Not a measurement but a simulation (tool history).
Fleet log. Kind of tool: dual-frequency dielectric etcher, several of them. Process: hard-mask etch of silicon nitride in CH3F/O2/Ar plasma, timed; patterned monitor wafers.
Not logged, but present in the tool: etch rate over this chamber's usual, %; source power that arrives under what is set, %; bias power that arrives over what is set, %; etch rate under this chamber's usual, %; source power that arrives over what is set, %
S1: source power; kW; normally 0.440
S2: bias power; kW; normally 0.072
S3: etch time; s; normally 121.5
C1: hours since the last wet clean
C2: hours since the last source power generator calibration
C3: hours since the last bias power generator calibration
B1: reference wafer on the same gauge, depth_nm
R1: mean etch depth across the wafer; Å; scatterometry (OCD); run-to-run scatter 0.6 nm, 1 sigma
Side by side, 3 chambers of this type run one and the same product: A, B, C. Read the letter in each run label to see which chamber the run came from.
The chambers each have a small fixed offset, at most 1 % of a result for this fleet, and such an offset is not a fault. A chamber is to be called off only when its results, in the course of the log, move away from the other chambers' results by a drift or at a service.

run 1C hour=5.8 | S1=0.440 S2=0.072 S3=121.5 | C1=31.4 C2=2163.1 C3=950.7 | B1=103.90 | R1=882.69
run 2B hour=12.2 | S1=0.440 S2=0.072 S3=121.5 | C1=433.2 C2=782.4 C3=1537.5 | B1=103.98 | R1=893.50
run 3A hour=17.6 | S1=0.440 S2=0.072 S3=121.5 | C1=37.1 C2=1107.5 C3=1867.3 | B1=103.92 | R1=881.21
run 4C hour=22.4 | S1=0.440 S2=0.072 S3=121.5 | C1=48.0 C2=2179.7 C3=967.3 | B1=103.76 | R1=889.59
run 5B hour=30.3 | S1=0.440 S2=0.072 S3=121.5 | C1=451.3 C2=800.5 C3=1555.6 | B1=103.98 | R1=879.83
run 6A hour=38.6 | S1=0.440 S2=0.072 S3=121.5 | C1=58.1 C2=1128.5 C3=1888.3 | B1=103.92 | R1=874.86
run 7A hour=42.9 | S1=0.440 S2=0.079 S3=121.5 | C1=62.4 C2=1132.8 C3=1892.6 | B1=103.85 | R1=910.62
run 8B hour=47.8 | S1=0.440 S2=0.079 S3=121.5 | C1=468.8 C2=818.0 C3=1573.1 | B1=103.78 | R1=913.36
run 9C hour=53.4 | S1=0.440 S2=0.079 S3=121.5 | C1=79.0 C2=2210.7 C3=998.3 | B1=103.94 | R1=910.80
run 10C hour=58.9 | S1=0.440 S2=0.072 S3=121.5 | C1=84.5 C2=2216.2 C3=1003.8 | B1=103.99 | R1=880.42
run 11B hour=64.1 | S1=0.440 S2=0.072 S3=121.5 | C1=485.1 C2=834.3 C3=1589.4 | B1=103.90 | R1=876.95
run 12A hour=71.3 | S1=0.440 S2=0.072 S3=121.5 | C1=90.8 C2=1161.2 C3=1921.0 | B1=104.08 | R1=880.81
run 13A hour=79.3 | S1=0.350 S2=0.072 S3=121.5 | C1=98.8 C2=1169.2 C3=1929.0 | B1=103.75 | R1=795.27
run 14B hour=87.3 | S1=0.350 S2=0.072 S3=121.5 | C1=508.3 C2=857.5 C3=1612.6 | B1=104.03 | R1=817.53
run 15C hour=91.0 | S1=0.350 S2=0.072 S3=121.5 | C1=116.6 C2=2248.3 C3=1035.9 | B1=103.99 | R1=820.98
run 16A hour=98.1 | S1=0.440 S2=0.072 S3=121.5 | C1=117.6 C2=1188.0 C3=1947.8 | B1=103.89 | R1=867.23
run 17B hour=104.9 | S1=0.440 S2=0.072 S3=121.5 | C1=525.9 C2=875.1 C3=1630.2 | B1=103.98 | R1=898.65
run 18C hour=110.6 | S1=0.440 S2=0.072 S3=121.5 | C1=136.2 C2=2267.9 C3=1055.5 | B1=104.10 | R1=882.41
run 19C hour=117.8 | S1=0.440 S2=0.072 S3=121.5 | C1=143.4 C2=2275.1 C3=1062.7 | B1=103.88 | R1=889.80
run 20A hour=126.2 | S1=0.440 S2=0.072 S3=121.5 | C1=145.7 C2=1216.1 C3=1975.9 | B1=103.99 | R1=885.82
run 21B hour=130.8 | S1=0.440 S2=0.072 S3=121.5 | C1=551.8 C2=901.0 C3=1656.1 | B1=103.74 | R1=881.48
run 22B hour=136.5 | S1=0.440 S2=0.072 S3=143.5 | C1=557.5 C2=906.7 C3=1661.8 | B1=103.76 | R1=1052.50
run 23C hour=144.5 | S1=0.440 S2=0.072 S3=143.5 | C1=170.1 C2=2301.8 C3=1089.4 | B1=103.97 | R1=1048.20
run 24A hour=151.9 | S1=0.440 S2=0.072 S3=143.5 | C1=171.4 C2=1241.8 C3=2001.6 | B1=103.99 | R1=1033.00

The same settings go to every chamber for the next run, one line per chamber below. Forecast the results for each:
run 25A hour=157.9 | S1=0.440 S2=0.072 S3=102.0 | R1=?
run 25B hour=157.9 | S1=0.440 S2=0.072 S3=102.0 | R1=?
run 25C hour=157.9 | S1=0.440 S2=0.072 S3=102.0 | R1=?

run=25A R1=735.23
run=25B R1=744.01
run=25C R1=750.32
